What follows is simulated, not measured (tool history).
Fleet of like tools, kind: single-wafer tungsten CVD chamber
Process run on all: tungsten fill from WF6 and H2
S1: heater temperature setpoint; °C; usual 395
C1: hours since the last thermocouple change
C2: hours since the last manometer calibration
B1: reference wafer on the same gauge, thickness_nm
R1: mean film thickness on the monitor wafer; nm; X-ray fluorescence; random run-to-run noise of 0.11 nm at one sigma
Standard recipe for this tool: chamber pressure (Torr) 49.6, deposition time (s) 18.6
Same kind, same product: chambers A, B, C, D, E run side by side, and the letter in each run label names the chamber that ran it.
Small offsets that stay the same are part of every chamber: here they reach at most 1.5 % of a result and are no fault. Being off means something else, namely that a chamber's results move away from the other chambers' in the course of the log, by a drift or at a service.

{"run": "1D", "hour": 3.4, "S1": 395, "chamber pressure (Torr)": 49.6, "deposition time (s)": 18.6, "C1": 1794.5, "C2": 1193.8, "B1": 55.119, "R1": 62.612}
{"run": "2E", "hour": 8.6, "S1": 395, "chamber pressure (Torr)": 49.6, "deposition time (s)": 18.6, "C1": 812.4, "C2": 1138.6, "B1": 55.136, "R1": 61.553}
{"run": "3A", "hour": 11.7, "S1": 395, "chamber pressure (Torr)": 49.6, "deposition time (s)": 18.6, "C1": 586.4, "C2": 257.6, "B1": 55.125, "R1": 62.068}
{"run": "4B", "hour": 16.9, "S1": 395, "chamber pressure (Torr)": 49.6, "deposition time (s)": 18.6, "C1": 214.3, "C2": 1654.5, "B1": 55.155, "R1": 62.875}
{"run": "5C", "hour": 23.1, "S1": 395, "chamber pressure (Torr)": 49.6, "deposition time (s)": 18.6, "C1": 672.3, "C2": 641.6, "B1": 55.181, "R1": 61.374}
{"run": "6A", "hour": 28.4, "S1": 395, "chamber pressure (Torr)": 49.6, "deposition time (s)": 18.6, "C1": 603.1, "C2": 274.3, "B1": 55.145, "R1": 62.032}
{"run": "7C", "hour": 31.5, "S1": 395, "chamber pressure (Torr)": 49.6, "deposition time (s)": 18.6, "C1": 680.7, "C2": 650, "B1": 55.19, "R1": 61.398}
{"run": "8E", "hour": 36.9, "S1": 395, "chamber pressure (Torr)": 49.6, "deposition time (s)": 18.6, "C1": 840.7, "C2": 1166.9, "B1": 55.222, "R1": 61.72}
{"run": "9B", "hour": 43.0, "S1": 395, "chamber pressure (Torr)": 49.6, "deposition time (s)": 18.6, "C1": 240.4, "C2": 1680.6, "B1": 55.187, "R1": 62.84}
{"run": "10D", "hour": 46.1, "S1": 395, "chamber pressure (Torr)": 49.6, "deposition time (s)": 18.6, "C1": 1837.2, "C2": 1236.5, "B1": 55.235, "R1": 62.982}
{"hour": 48.1, "done": "chamber D: capacitance manometer re-zeroed and calibrated"}
{"run": "11D", "hour": 49.7, "S1": 395, "chamber pressure (Torr)": 49.6, "deposition time (s)": 18.6, "C1": 1840.8, "C2": 1.6, "B1": 55.253, "R1": 62.792}
{"run": "12B", "hour": 53.2, "S1": 395, "chamber pressure (Torr)": 45.4, "deposition time (s)": 19.9, "C1": 250.6, "C2": 1690.8, "B1": 55.235, "R1": 64.543}
{"run": "13C", "hour": 58.6, "S1": 395, "chamber pressure (Torr)": 45.4, "deposition time (s)": 19.9, "C1": 707.8, "C2": 677.1, "B1": 55.279, "R1": 63.204}
{"run": "14A", "hour": 61.8, "S1": 395, "chamber pressure (Torr)": 45.4, "deposition time (s)": 19.9, "C1": 636.5, "C2": 307.7, "B1": 55.278, "R1": 64.011}
{"run": "15E", "hour": 66.7, "S1": 395, "chamber pressure (Torr)": 45.4, "deposition time (s)": 19.9, "C1": 870.5, "C2": 1196.7, "B1": 55.284, "R1": 63.508}
{"run": "16D", "hour": 69.7, "S1": 395, "chamber pressure (Torr)": 45.4, "deposition time (s)": 19.9, "C1": 1860.8, "C2": 21.6, "B1": 55.28, "R1": 64.851}
{"run": "17B", "hour": 76.1, "S1": 395, "chamber pressure (Torr)": 49.6, "deposition time (s)": 18.6, "C1": 273.5, "C2": 1713.7, "B1": 55.302, "R1": 62.91}
{"run": "18C", "hour": 80.7, "S1": 405, "chamber pressure (Torr)": 38.1, "deposition time (s)": 18.6, "C1": 729.9, "C2": 699.2, "B1": 55.323, "R1": 65.617}
{"run": "19A", "hour": 84.6, "S1": 405, "chamber pressure (Torr)": 38.1, "deposition time (s)": 18.6, "C1": 659.3, "C2": 330.5, "B1": 55.331, "R1": 66.18}
{"run": "20E", "hour": 89.1, "S1": 405, "chamber pressure (Torr)": 38.1, "deposition time (s)": 18.6, "C1": 892.9, "C2": 1219.1, "B1": 55.346, "R1": 65.894}
{"run": "21C", "hour": 94.4, "S1": 405, "chamber pressure (Torr)": 38.1, "deposition time (s)": 18.6, "C1": 743.6, "C2": 712.9, "B1": 55.353, "R1": 65.75}
{"run": "22A", "hour": 99.4, "S1": 405, "chamber pressure (Torr)": 38.1, "deposition time (s)": 18.6, "C1": 674.1, "C2": 345.3, "B1": 55.369, "R1": 66.245}
{"run": "23B", "hour": 102.4, "S1": 395, "chamber pressure (Torr)": 45.2, "deposition time (s)": 17.4, "C1": 299.8, "C2": 1740, "B1": 55.381, "R1": 56.409}
{"hour": 107.3, "done": "chamber E: thermocouple changed; heater temperature recalibrated"}
{"run": "24D", "hour": 108.1, "S1": 395, "chamber pressure (Torr)": 45.2, "deposition time (s)": 17.4, "C1": 1899.2, "C2": 60, "B1": 55.411, "R1": 56.467}
{"run": "25E", "hour": 113.3, "S1": 395, "chamber pressure (Torr)": 45.2, "deposition time (s)": 17.4, "C1": 6, "C2": 1243.3, "B1": 55.406, "R1": 55.584}
{"run": "26D", "hour": 117.7, "S1": 395, "chamber pressure (Torr)": 45.2, "deposition time (s)": 17.4, "C1": 1908.8, "C2": 69.6, "B1": 55.446, "R1": 56.566}
{"run": "27C", "hour": 121.1, "S1": 395, "chamber pressure (Torr)": 45.2, "deposition time (s)": 17.4, "C1": 770.3, "C2": 739.6, "B1": 55.444, "R1": 55.457}
{"run": "28B", "hour": 125.0, "S1": 395, "chamber pressure (Torr)": 49.6, "deposition time (s)": 18.6, "C1": 322.4, "C2": 1762.6, "B1": 55.425, "R1": 63.104}
{"run": "29E", "hour": 129.4, "S1": 395, "chamber pressure (Torr)": 49.6, "deposition time (s)": 18.6, "C1": 22.1, "C2": 1259.4, "B1": 55.428, "R1": 61.879}
{"run": "30A", "hour": 135.3, "S1": 395, "chamber pressure (Torr)": 49.6, "deposition time (s)": 18.6, "C1": 710, "C2": 381.2, "B1": 55.455, "R1": 62.265}
{"run": "31A", "hour": 139.0, "S1": 395, "chamber pressure (Torr)": 49.6, "deposition time (s)": 18.6, "C1": 713.7, "C2": 384.9, "B1": 55.468, "R1": 62.606}

Next, every chamber runs the same settings. What will each give?
{"run": "32A", "hour": 143.6, "S1": 395, "chamber pressure (Torr)": 49.6, "deposition time (s)": 18.6, "R1": "?"}
{"run": "32B", "hour": 143.6, "S1": 395, "chamber pressure (Torr)": 49.6, "deposition time (s)": 18.6, "R1": "?"}
{"run": "32C", "hour": 143.6, "S1": 395, "chamber pressure (Torr)": 49.6, "deposition time (s)": 18.6, "R1": "?"}
{"run": "32D", "hour": 143.6, "S1": 395, "chamber pressure (Torr)": 49.6, "deposition time (s)": 18.6, "R1": "?"}
{"run": "32E", "hour": 143.6, "S1": 395, "chamber pressure (Torr)": 49.6, "deposition time (s)": 18.6, "R1": "?"}

run=32A R1=62.474
run=32B R1=63.114
run=32C R1=61.942
run=32D R1=63.231
run=32E R1=62
